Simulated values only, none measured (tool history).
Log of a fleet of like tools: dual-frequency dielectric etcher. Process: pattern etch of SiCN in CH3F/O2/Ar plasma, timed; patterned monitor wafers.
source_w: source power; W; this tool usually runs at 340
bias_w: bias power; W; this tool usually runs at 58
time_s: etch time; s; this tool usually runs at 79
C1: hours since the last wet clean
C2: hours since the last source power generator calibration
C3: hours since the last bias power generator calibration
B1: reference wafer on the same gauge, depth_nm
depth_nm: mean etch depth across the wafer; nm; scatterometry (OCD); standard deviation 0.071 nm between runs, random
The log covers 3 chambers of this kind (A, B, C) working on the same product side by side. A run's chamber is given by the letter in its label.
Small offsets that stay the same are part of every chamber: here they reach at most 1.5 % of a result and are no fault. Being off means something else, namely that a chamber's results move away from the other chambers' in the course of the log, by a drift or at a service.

{"run": "1B", "day": 0.192, "source_w": 340, "bias_w": 58, "time_s": 79, "C1": 46.0, "C2": 1624.9, "C3": 2449.6, "B1": 23.912, "depth_nm": 25.773}
{"run": "2C", "day": 0.396, "source_w": 340, "bias_w": 58, "time_s": 79, "C1": 186.0, "C2": 1945.8, "C3": 1469.6, "B1": 23.914, "depth_nm": 26.116}
{"run": "3A", "day": 0.696, "source_w": 340, "bias_w": 58, "time_s": 79, "C1": 95.9, "C2": 212.0, "C3": 2214.0, "B1": 23.907, "depth_nm": 25.478}
{"run": "4C", "day": 0.896, "source_w": 340, "bias_w": 58, "time_s": 79, "C1": 198.0, "C2": 1957.8, "C3": 1481.6, "B1": 23.9, "depth_nm": 26.169}
{"run": "5A", "day": 1.038, "source_w": 340, "bias_w": 58, "time_s": 79, "C1": 104.1, "C2": 220.2, "C3": 2222.2, "B1": 23.895, "depth_nm": 25.731}
{"run": "6B", "day": 1.242, "source_w": 340, "bias_w": 58, "time_s": 79, "C1": 71.2, "C2": 1650.1, "C3": 2474.8, "B1": 23.898, "depth_nm": 25.708}
{"run": "7C", "day": 1.546, "source_w": 340, "bias_w": 58, "time_s": 79, "C1": 213.6, "C2": 1973.4, "C3": 1497.2, "B1": 23.887, "depth_nm": 26.191}
{"run": "8A", "day": 1.775, "source_w": 340, "bias_w": 58, "time_s": 79, "C1": 121.8, "C2": 237.9, "C3": 2239.9, "B1": 23.895, "depth_nm": 25.638}
{"run": "9B", "day": 2.038, "source_w": 340, "bias_w": 58, "time_s": 79, "C1": 90.3, "C2": 1669.2, "C3": 2493.9, "B1": 23.889, "depth_nm": 25.885}
{"run": "10C", "day": 2.233, "source_w": 290, "bias_w": 58, "time_s": 79, "C1": 230.1, "C2": 1989.9, "C3": 1513.7, "B1": 23.898, "depth_nm": 24.898}
{"run": "11B", "day": 2.467, "source_w": 290, "bias_w": 58, "time_s": 79, "C1": 100.6, "C2": 1679.5, "C3": 2504.2, "B1": 23.88, "depth_nm": 24.264}
{"run": "12A", "day": 2.638, "source_w": 290, "bias_w": 58, "time_s": 79, "C1": 142.5, "C2": 258.6, "C3": 2260.6, "B1": 23.904, "depth_nm": 24.153}
{"run": "13C", "day": 2.925, "source_w": 340, "bias_w": 58, "time_s": 79, "C1": 246.7, "C2": 2006.5, "C3": 1530.3, "B1": 23.891, "depth_nm": 26.541}
{"run": "14A", "day": 3.25, "source_w": 340, "bias_w": 58, "time_s": 79, "C1": 157.2, "C2": 273.3, "C3": 2275.3, "B1": 23.907, "depth_nm": 25.573}
{"run": "15B", "day": 3.438, "source_w": 340, "bias_w": 58, "time_s": 79, "C1": 123.9, "C2": 1702.8, "C3": 2527.5, "B1": 23.897, "depth_nm": 25.687}
{"run": "16C", "day": 3.704, "source_w": 340, "bias_w": 58, "time_s": 79, "C1": 265.4, "C2": 2025.2, "C3": 1549.0, "B1": 23.911, "depth_nm": 26.754}
{"run": "17B", "day": 3.958, "source_w": 340, "bias_w": 58, "time_s": 79, "C1": 136.4, "C2": 1715.3, "C3": 2540.0, "B1": 23.889, "depth_nm": 25.921}
{"run": "18A", "day": 4.142, "source_w": 340, "bias_w": 58, "time_s": 79, "C1": 178.6, "C2": 294.7, "C3": 2296.7, "B1": 23.92, "depth_nm": 25.527}
{"run": "19B", "day": 4.425, "source_w": 340, "bias_w": 58, "time_s": 79, "C1": 147.6, "C2": 1726.5, "C3": 2551.2, "B1": 23.893, "depth_nm": 25.869}
{"run": "20C", "day": 4.729, "source_w": 340, "bias_w": 58, "time_s": 79, "C1": 290.0, "C2": 2049.8, "C3": 1573.6, "B1": 23.903, "depth_nm": 26.844}
{"run": "21A", "day": 5.054, "source_w": 340, "bias_w": 58, "time_s": 79, "C1": 200.5, "C2": 316.6, "C3": 2318.6, "B1": 23.911, "depth_nm": 25.605}
{"run": "22A", "day": 5.296, "source_w": 340, "bias_w": 58, "time_s": 79, "C1": 206.3, "C2": 322.4, "C3": 2324.4, "B1": 23.907, "depth_nm": 25.671}
{"run": "23B", "day": 5.488, "source_w": 340, "bias_w": 58, "time_s": 79, "C1": 173.1, "C2": 1752.0, "C3": 2576.7, "B1": 23.922, "depth_nm": 25.818}
{"run": "24C", "day": 5.696, "source_w": 340, "bias_w": 58, "time_s": 79, "C1": 313.2, "C2": 2073.0, "C3": 1596.8, "B1": 23.892, "depth_nm": 26.975}

For the next run the whole fleet of 3 chambers uses the same settings. Give each chamber's results:
{"run": "25A", "day": 5.933, "source_w": 340, "bias_w": 58, "time_s": 79, "depth_nm": "?"}
{"run": "25B", "day": 5.933, "source_w": 340, "bias_w": 58, "time_s": 79, "depth_nm": "?"}
{"run": "25C", "day": 5.933, "source_w": 340, "bias_w": 58, "time_s": 79, "depth_nm": "?"}

run=25A depth_nm=25.551
run=25B depth_nm=25.794
run=25C depth_nm=27.103
